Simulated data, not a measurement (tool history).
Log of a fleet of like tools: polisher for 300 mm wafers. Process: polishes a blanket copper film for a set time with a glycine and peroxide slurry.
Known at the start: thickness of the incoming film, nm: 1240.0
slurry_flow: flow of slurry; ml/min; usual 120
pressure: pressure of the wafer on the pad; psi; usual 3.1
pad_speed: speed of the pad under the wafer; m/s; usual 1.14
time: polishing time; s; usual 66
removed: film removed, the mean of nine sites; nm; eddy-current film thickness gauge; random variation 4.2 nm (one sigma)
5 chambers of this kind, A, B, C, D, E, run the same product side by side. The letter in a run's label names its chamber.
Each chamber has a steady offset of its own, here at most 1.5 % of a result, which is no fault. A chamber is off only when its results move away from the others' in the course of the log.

run,hour,slurry_flow,pressure,pad_speed,time,removed
# hour 1.1: chamber B: slurry nozzle cleaned
1C,3.7,120,3.1,1.14,66,412.54
2D,7.1,120,3.1,1.14,66,420.15
3A,13.1,120,3.1,1.14,66,426.51
4B,16.4,120,3.1,1.14,66,421.98
# hour 18.2: chamber A: worn pad replaced by a new one
5E,21.1,120,3.1,1.14,66,412.30
6D,25.4,120,3.1,1.14,66,418.92
# hour 25.5: chamber D: head pressure recalibrated
7C,29.8,120,3.1,1.14,66,422.18
8E,35.7,120,3.1,1.14,66,421.64
# hour 41.9: chamber D: worn pad replaced by a new one
9A,41.9,120,3.1,1.14,66,426.02
# hour 44.6: chamber C: worn pad replaced by a new one
10B,44.6,120,3.1,1.14,66,426.91
# hour 48.7: chamber B: worn pad replaced by a new one
11C,49.0,120,3.1,1.14,66,412.78
12D,52.2,120,3.1,1.14,66,421.41
13B,56.5,120,3.1,1.14,66,426.32
14E,59.6,120,3.1,1.14,66,413.92
15A,65.6,120,3.1,1.14,66,420.85
16C,69.3,120,3.1,1.14,66,427.01
# hour 69.5: chamber A: worn pad replaced by a new one
# hour 72.0: chamber E: worn pad replaced by a new one
17A,73.1,120,3.1,1.14,66,420.18
18B,75.9,120,3.1,1.14,66,432.30
19E,79.9,120,3.1,1.14,66,412.28
# hour 84.5: chamber B: head pressure recalibrated
20D,86.1,120,3.1,1.14,66,413.67
21B,89.0,120,3.1,1.14,66,421.48
22A,93.8,120,3.1,0.86,81,412.45
23D,99.5,120,3.1,0.86,81,408.09
24E,105.5,120,3.1,0.86,81,408.15
25C,109.4,120,3.1,0.86,81,405.87
# hour 109.8: chamber A: slurry nozzle cleaned
# hour 110.4: chamber B: worn pad replaced by a new one
# hour 113.5: chamber D: worn pad replaced by a new one
26D,114.0,120,3.1,0.86,81,411.30
27E,117.8,120,3.1,1.14,66,420.12
28C,120.9,120,3.1,1.14,66,426.75
# hour 121.5: chamber A: worn pad replaced by a new one
29A,126.1,120,3.1,1.14,66,426.70
# hour 129.5: chamber C: worn pad replaced by a new one
30B,131.9,120,3.1,1.14,66,427.55
31A,134.7,120,4.1,1.14,86,699.00
# hour 139.6: chamber E: worn pad replaced by a new one
32E,140.5,120,4.1,1.14,86,698.60
33B,146.3,120,4.1,1.14,86,703.70
34D,150.5,120,4.1,1.14,86,702.57
35C,154.9,120,4.1,1.14,86,744.70
36C,159.0,120,4.2,1.14,46,398.16
# hour 162.0: chamber E: slurry nozzle cleaned
37B,162.7,120,4.2,1.14,46,378.15
38D,167.0,120,4.2,1.14,46,377.76
# hour 169.4: chamber E: head pressure recalibrated
39E,171.8,120,4.2,1.14,46,386.08
40A,175.8,120,4.2,1.14,46,385.65
41B,180.5,120,3.1,1.14,66,420.31
# hour 185.1: chamber A: worn pad replaced by a new one
42E,185.5,120,3.1,1.14,66,417.53
43D,191.6,120,3.1,1.14,66,418.72
44A,195.6,120,3.1,1.14,66,417.07

What goes on in this fleet: one chamber off, a drifting gauge, or nothing beyond the chambers' own small offsets? Name the chamber and the cause, if any.

Chamber C drifts away from the others.
Cause: head's pressure above its setpoint, % = 10.4.

Here are 4 candidates for chamber C's next run, each the usual settings with a change, their results left as question marks. Which one brings its results back in line with what the others give on the usual settings?
In line means no further than this from the other chambers' mean on the usual settings: removed 15.00 nm
45C-1,200.0,120,2.9,1.06,66,?
45C-2,200.0,165,3.1,1.14,66,?
45C-3,200.0,120,3.1,1.22,71,?
45C-4,200.0,120,3.0,1.10,66,?

The other chambers' mean on the usual settings: removed 421.67 nm
run,removed
45C-1,401.00
45C-2,479.14
45C-3,515.84
45C-4,425.99
45C-4 brings the chamber back in line.
